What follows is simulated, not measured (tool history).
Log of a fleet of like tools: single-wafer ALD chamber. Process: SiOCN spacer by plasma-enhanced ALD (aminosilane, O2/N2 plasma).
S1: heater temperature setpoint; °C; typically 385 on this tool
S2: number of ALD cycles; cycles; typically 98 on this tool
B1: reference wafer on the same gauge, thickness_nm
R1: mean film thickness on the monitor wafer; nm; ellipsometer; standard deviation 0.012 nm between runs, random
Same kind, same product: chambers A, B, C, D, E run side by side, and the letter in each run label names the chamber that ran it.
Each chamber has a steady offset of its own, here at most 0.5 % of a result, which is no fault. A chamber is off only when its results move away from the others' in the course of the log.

Run 1C, hour 5.5: usual settings; B1 5.9214. Result: R1 5.8835 nm.
Run 2B, hour 9.8: usual settings; B1 5.9195. Result: R1 5.9053 nm.
Run 3E, hour 15.1: usual settings; B1 5.9207. Result: R1 5.9063 nm.
Run 4D, hour 18.3: usual settings; B1 5.9217. Result: R1 5.9402 nm.
Run 5A, hour 20.8: usual settings but S2 90 cycles; B1 5.9194. Result: R1 5.4024 nm.
Run 6C, hour 26.2: usual settings but S2 90 cycles; B1 5.9211. Result: R1 5.4125 nm.
Run 7D, hour 29.8: usual settings but S2 90 cycles; B1 5.9177. Result: R1 5.4466 nm.
Run 8E, hour 32.9: usual settings but S2 90 cycles; B1 5.9201. Result: R1 5.4402 nm.
Run 9A, hour 36: usual settings but S2 90 cycles; B1 5.9199. Result: R1 5.4207 nm.
Run 10B, hour 40.7: usual settings; B1 5.9227. Result: R1 5.9158 nm.
Run 11B, hour 46: usual settings; B1 5.9206. Result: R1 5.9283 nm.
Run 12A, hour 51.3: usual settings; B1 5.9197. Result: R1 5.9032 nm.
Run 13C, hour 53.8: usual settings; B1 5.9186. Result: R1 5.9071 nm.
Run 14E, hour 56.8: usual settings; B1 5.9201. Result: R1 5.9319 nm.
Run 15D, hour 61.1: usual settings; B1 5.9183. Result: R1 5.9125 nm.
Run 16A, hour 64.7: usual settings; B1 5.9198. Result: R1 5.891 nm.
Run 17C, hour 69.9: usual settings; B1 5.9169. Result: R1 5.9089 nm.
Run 18E, hour 72.7: usual settings; B1 5.9199. Result: R1 5.9414 nm.
Run 19B, hour 76.3: usual settings; B1 5.9191. Result: R1 5.9198 nm.
Run 20D, hour 79.1: usual settings; B1 5.918. Result: R1 5.9398 nm.
Run 21D, hour 82.6: usual settings; B1 5.9187. Result: R1 5.9206 nm.
Run 22A, hour 87.5: usual settings but S1 379 °C; B1 5.9201. Result: R1 5.8955 nm.
Run 23B, hour 90.6: usual settings but S1 379 °C; B1 5.9172. Result: R1 5.9303 nm.
Run 24E, hour 94.8: usual settings but S1 379 °C; B1 5.9227. Result: R1 5.9159 nm.
Run 25C, hour 97.9: usual settings but S1 379 °C; B1 5.9211. Result: R1 5.9024 nm.
Run 26C, hour 101.6: usual settings but S1 379 °C; B1 5.9157. Result: R1 5.9088 nm.
Run 27A, hour 106.3: usual settings; B1 5.9209. Result: R1 5.8926 nm.
Run 28E, hour 109.5: usual settings; B1 5.9239. Result: R1 5.9305 nm.
Run 29B, hour 113.5: usual settings but S2 110 cycles; B1 5.9184. Result: R1 6.6823 nm.
Run 30D, hour 117.1: usual settings but S2 110 cycles; B1 5.9206. Result: R1 6.6465 nm.
Run 31E, hour 122: usual settings but S2 110 cycles; B1 5.9192. Result: R1 6.6556 nm.
Run 32D, hour 124.7: usual settings but S2 110 cycles; B1 5.9199. Result: R1 6.6669 nm.
Run 33B, hour 127.9: usual settings but S2 110 cycles; B1 5.9167. Result: R1 6.6436 nm.
Run 34C, hour 130.8: usual settings but S1 373 °C, S2 87 cycles; B1 5.9227. Result: R1 5.238 nm.
Run 35A, hour 136: usual settings but S1 373 °C, S2 87 cycles; B1 5.9197. Result: R1 5.2424 nm.
Run 36C, hour 141.4: usual settings but S1 373 °C, S2 87 cycles; B1 5.9203. Result: R1 5.2446 nm.
Run 37A, hour 146.1: usual settings but S1 373 °C, S2 87 cycles; B1 5.9175. Result: R1 5.2404 nm.
Run 38B, hour 150.5: usual settings but S1 373 °C, S2 87 cycles; B1 5.9182. Result: R1 5.2684 nm.
Run 39D, hour 155.2: usual settings; B1 5.9181. Result: R1 5.9387 nm.
Run 40E, hour 160: usual settings; B1 5.9155. Result: R1 5.9054 nm.
Run 41A, hour 162.6: usual settings; B1 5.9176. Result: R1 5.8946 nm.
Run 42B, hour 165: usual settings; B1 5.9219. Result: R1 5.908 nm.
Run 43E, hour 167.9: usual settings; B1 5.9179. Result: R1 5.9023 nm.
Run 44D, hour 171.9: usual settings; B1 5.9195. Result: R1 5.9278 nm.

One chamber off, gauge drift, or nothing amiss beyond the chambers' own small offsets? If it is a chamber, which one, and what is the likeliest cause?

Nothing is wrong: each chamber keeps only its own small, steady offset and the gauge holds still.

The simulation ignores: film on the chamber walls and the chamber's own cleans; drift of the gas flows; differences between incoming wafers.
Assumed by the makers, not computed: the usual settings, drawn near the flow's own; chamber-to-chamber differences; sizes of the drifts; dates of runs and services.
